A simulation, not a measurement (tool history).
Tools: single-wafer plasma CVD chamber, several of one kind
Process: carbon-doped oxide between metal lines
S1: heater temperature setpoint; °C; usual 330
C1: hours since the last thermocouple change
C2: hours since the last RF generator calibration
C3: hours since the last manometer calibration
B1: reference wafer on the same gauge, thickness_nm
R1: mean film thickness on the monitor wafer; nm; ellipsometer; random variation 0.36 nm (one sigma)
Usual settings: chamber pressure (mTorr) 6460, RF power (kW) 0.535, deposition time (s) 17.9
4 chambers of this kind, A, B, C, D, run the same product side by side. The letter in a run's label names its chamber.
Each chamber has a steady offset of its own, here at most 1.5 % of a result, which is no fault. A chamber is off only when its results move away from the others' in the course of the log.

{"run": "1A", "hour": 11.3, "S1": 330, "chamber pressure (mTorr)": 6460, "RF power (kW)": 0.535, "deposition time (s)": 17.9, "C1": 1422.9, "C2": 689.2, "C3": 549.1, "B1": 105, "R1": 106.53}
{"run": "2C", "hour": 17.6, "S1": 330, "chamber pressure (mTorr)": 6460, "RF power (kW)": 0.535, "deposition time (s)": 17.9, "C1": 324.2, "C2": 1170, "C3": 433, "B1": 105.08, "R1": 106.3}
{"run": "3B", "hour": 27.1, "S1": 330, "chamber pressure (mTorr)": 6460, "RF power (kW)": 0.535, "deposition time (s)": 17.9, "C1": 380.9, "C2": 1792.7, "C3": 1696.8, "B1": 104.97, "R1": 105.12}
{"run": "4D", "hour": 37.4, "S1": 330, "chamber pressure (mTorr)": 6460, "RF power (kW)": 0.535, "deposition time (s)": 17.9, "C1": 882.1, "C2": 178.6, "C3": 1473.6, "B1": 105.05, "R1": 105.89}
{"run": "5A", "hour": 43.9, "S1": 330, "chamber pressure (mTorr)": 6460, "RF power (kW)": 0.535, "deposition time (s)": 17.9, "C1": 1455.5, "C2": 721.8, "C3": 581.7, "B1": 105, "R1": 106.62}
{"run": "6D", "hour": 53.7, "S1": 339, "chamber pressure (mTorr)": 6460, "RF power (kW)": 0.535, "deposition time (s)": 16, "C1": 898.4, "C2": 194.9, "C3": 1489.9, "B1": 104.98, "R1": 91.512}
{"run": "7C", "hour": 61.1, "S1": 339, "chamber pressure (mTorr)": 6460, "RF power (kW)": 0.535, "deposition time (s)": 16, "C1": 367.7, "C2": 1213.5, "C3": 476.5, "B1": 105.02, "R1": 92.175}
{"run": "8B", "hour": 73.8, "S1": 339, "chamber pressure (mTorr)": 6460, "RF power (kW)": 0.535, "deposition time (s)": 16, "C1": 427.6, "C2": 1839.4, "C3": 1743.5, "B1": 104.98, "R1": 91.566}
{"run": "9C", "hour": 86.6, "S1": 339, "chamber pressure (mTorr)": 6460, "RF power (kW)": 0.535, "deposition time (s)": 16, "C1": 393.2, "C2": 1239, "C3": 502, "B1": 105.08, "R1": 91.462}
{"run": "10B", "hour": 96.1, "S1": 330, "chamber pressure (mTorr)": 6460, "RF power (kW)": 0.535, "deposition time (s)": 17.9, "C1": 449.9, "C2": 1861.7, "C3": 1765.8, "B1": 105, "R1": 104.88}
{"run": "11D", "hour": 105.8, "S1": 330, "chamber pressure (mTorr)": 6460, "RF power (kW)": 0.535, "deposition time (s)": 17.9, "C1": 950.5, "C2": 247, "C3": 1542, "B1": 104.98, "R1": 106.24}
{"run": "12A", "hour": 111.6, "S1": 330, "chamber pressure (mTorr)": 6460, "RF power (kW)": 0.535, "deposition time (s)": 17.9, "C1": 1523.2, "C2": 789.5, "C3": 649.4, "B1": 104.98, "R1": 105.27}
{"run": "13C", "hour": 120.2, "S1": 330, "chamber pressure (mTorr)": 6460, "RF power (kW)": 0.535, "deposition time (s)": 17.9, "C1": 426.8, "C2": 1272.6, "C3": 535.6, "B1": 105.05, "R1": 105.76}
{"run": "14A", "hour": 127.8, "S1": 330, "chamber pressure (mTorr)": 6460, "RF power (kW)": 0.535, "deposition time (s)": 17.9, "C1": 1539.4, "C2": 805.7, "C3": 665.6, "B1": 105, "R1": 106.02}
{"run": "15B", "hour": 134.3, "S1": 330, "chamber pressure (mTorr)": 6460, "RF power (kW)": 0.535, "deposition time (s)": 17.9, "C1": 488.1, "C2": 1899.9, "C3": 1804, "B1": 105.1, "R1": 104.65}
{"run": "16D", "hour": 140.1, "S1": 330, "chamber pressure (mTorr)": 6460, "RF power (kW)": 0.535, "deposition time (s)": 17.9, "C1": 984.8, "C2": 281.3, "C3": 1576.3, "B1": 104.99, "R1": 105.68}
{"run": "17B", "hour": 148.0, "S1": 330, "chamber pressure (mTorr)": 6460, "RF power (kW)": 0.535, "deposition time (s)": 17.9, "C1": 501.8, "C2": 1913.6, "C3": 1817.7, "B1": 105.06, "R1": 105.14}
{"run": "18A", "hour": 154.7, "S1": 330, "chamber pressure (mTorr)": 6460, "RF power (kW)": 0.535, "deposition time (s)": 17.9, "C1": 1566.3, "C2": 832.6, "C3": 692.5, "B1": 104.91, "R1": 104.9}
{"run": "19C", "hour": 166.2, "S1": 330, "chamber pressure (mTorr)": 6460, "RF power (kW)": 0.535, "deposition time (s)": 17.9, "C1": 472.8, "C2": 1318.6, "C3": 581.6, "B1": 104.93, "R1": 105.89}
{"run": "20D", "hour": 176.0, "S1": 330, "chamber pressure (mTorr)": 7140, "RF power (kW)": 0.535, "deposition time (s)": 19.2, "C1": 1020.7, "C2": 317.2, "C3": 1612.2, "B1": 104.96, "R1": 114.12}
{"hour": 180.2, "done": "chamber D: thermocouple changed; heater temperature recalibrated"}
{"run": "21B", "hour": 182.3, "S1": 330, "chamber pressure (mTorr)": 7140, "RF power (kW)": 0.535, "deposition time (s)": 19.2, "C1": 536.1, "C2": 1947.9, "C3": 1852, "B1": 105.07, "R1": 112.64}
{"run": "22D", "hour": 190.9, "S1": 330, "chamber pressure (mTorr)": 7140, "RF power (kW)": 0.535, "deposition time (s)": 19.2, "C1": 10.7, "C2": 332.1, "C3": 1627.1, "B1": 104.98, "R1": 113.97}
{"run": "23C", "hour": 198.3, "S1": 330, "chamber pressure (mTorr)": 7140, "RF power (kW)": 0.535, "deposition time (s)": 19.2, "C1": 504.9, "C2": 1350.7, "C3": 613.7, "B1": 105.03, "R1": 114.34}
{"run": "24A", "hour": 206.8, "S1": 330, "chamber pressure (mTorr)": 6460, "RF power (kW)": 0.535, "deposition time (s)": 17.9, "C1": 1618.4, "C2": 884.7, "C3": 744.6, "B1": 105.01, "R1": 104.75}
{"run": "25D", "hour": 219.3, "S1": 330, "chamber pressure (mTorr)": 6460, "RF power (kW)": 0.535, "deposition time (s)": 17.9, "C1": 39.1, "C2": 360.5, "C3": 1655.5, "B1": 105, "R1": 105.61}
{"run": "26C", "hour": 229.8, "S1": 330, "chamber pressure (mTorr)": 6460, "RF power (kW)": 0.535, "deposition time (s)": 17.9, "C1": 536.4, "C2": 1382.2, "C3": 645.2, "B1": 105.02, "R1": 105.64}
{"run": "27A", "hour": 242.2, "S1": 330, "chamber pressure (mTorr)": 6460, "RF power (kW)": 0.535, "deposition time (s)": 17.9, "C1": 1653.8, "C2": 920.1, "C3": 780, "B1": 105.02, "R1": 105.14}
{"run": "28B", "hour": 254.0, "S1": 330, "chamber pressure (mTorr)": 6460, "RF power (kW)": 0.535, "deposition time (s)": 17.9, "C1": 607.8, "C2": 2019.6, "C3": 1923.7, "B1": 104.97, "R1": 105.22}
{"run": "29C", "hour": 264.0, "S1": 330, "chamber pressure (mTorr)": 6460, "RF power (kW)": 0.535, "deposition time (s)": 17.9, "C1": 570.6, "C2": 1416.4, "C3": 679.4, "B1": 105.13, "R1": 105.79}
{"run": "30B", "hour": 274.5, "S1": 330, "chamber pressure (mTorr)": 6460, "RF power (kW)": 0.535, "deposition time (s)": 17.9, "C1": 628.3, "C2": 2040.1, "C3": 1944.2, "B1": 104.97, "R1": 104.43}
{"run": "31D", "hour": 280.5, "S1": 330, "chamber pressure (mTorr)": 6460, "RF power (kW)": 0.535, "deposition time (s)": 17.9, "C1": 100.3, "C2": 421.7, "C3": 1716.7, "B1": 104.97, "R1": 106.35}
{"run": "32A", "hour": 289.7, "S1": 330, "chamber pressure (mTorr)": 6460, "RF power (kW)": 0.535, "deposition time (s)": 17.9, "C1": 1701.3, "C2": 967.6, "C3": 827.5, "B1": 104.96, "R1": 103.91}
{"run": "33C", "hour": 299.8, "S1": 330, "chamber pressure (mTorr)": 6460, "RF power (kW)": 0.485, "deposition time (s)": 17.9, "C1": 606.4, "C2": 1452.2, "C3": 715.2, "B1": 104.94, "R1": 99.145}
{"run": "34D", "hour": 305.4, "S1": 330, "chamber pressure (mTorr)": 6460, "RF power (kW)": 0.485, "deposition time (s)": 17.9, "C1": 125.2, "C2": 446.6, "C3": 1741.6, "B1": 105.02, "R1": 99.632}
{"run": "35A", "hour": 318.0, "S1": 330, "chamber pressure (mTorr)": 6460, "RF power (kW)": 0.485, "deposition time (s)": 17.9, "C1": 1729.6, "C2": 995.9, "C3": 855.8, "B1": 104.97, "R1": 97.648}
{"run": "36B", "hour": 328.9, "S1": 330, "chamber pressure (mTorr)": 6460, "RF power (kW)": 0.485, "deposition time (s)": 17.9, "C1": 682.7, "C2": 2094.5, "C3": 1998.6, "B1": 105.05, "R1": 98.576}
{"run": "37D", "hour": 340.9, "S1": 330, "chamber pressure (mTorr)": 6460, "RF power (kW)": 0.535, "deposition time (s)": 17.9, "C1": 160.7, "C2": 482.1, "C3": 1777.1, "B1": 105.01, "R1": 105.19}

Is one chamber off against the others, does the gauge drift, or is nothing wrong? If a chamber is off, say which, and what the likeliest cause is.

Chamber A drifts away from the others.
Cause: delivered RF power below the setpoint (%) = 4.83.

Here are 4 candidates for chamber A's next run, each the usual settings with a change, their results left as question marks. Which one brings its results back in line with what the others give on the usual settings?
In line means no further than this from the other chambers' mean on the usual settings: R1 1.3 nm
{"run": "38A-1", "hour": 350.2, "S1": 331, "chamber pressure (mTorr)": 6440, "RF power (kW)": 0.525, "deposition time (s)": 17.4, "R1": "?"}
{"run": "38A-2", "hour": 350.2, "S1": 330, "chamber pressure (mTorr)": 6450, "RF power (kW)": 0.53, "deposition time (s)": 17.7, "R1": "?"}
{"run": "38A-3", "hour": 350.2, "S1": 329, "chamber pressure (mTorr)": 6490, "RF power (kW)": 0.535, "deposition time (s)": 18.6, "R1": "?"}
{"run": "38A-4", "hour": 350.2, "S1": 330, "chamber pressure (mTorr)": 6460, "RF power (kW)": 0.54, "deposition time (s)": 18.1, "R1": "?"}

The other chambers' mean on the usual settings: R1 105.44 nm
run=38A-1 R1=99.13
run=38A-2 R1=101.76
run=38A-3 R1=107.93
run=38A-4 R1=105.25
38A-4 brings the chamber back in line.
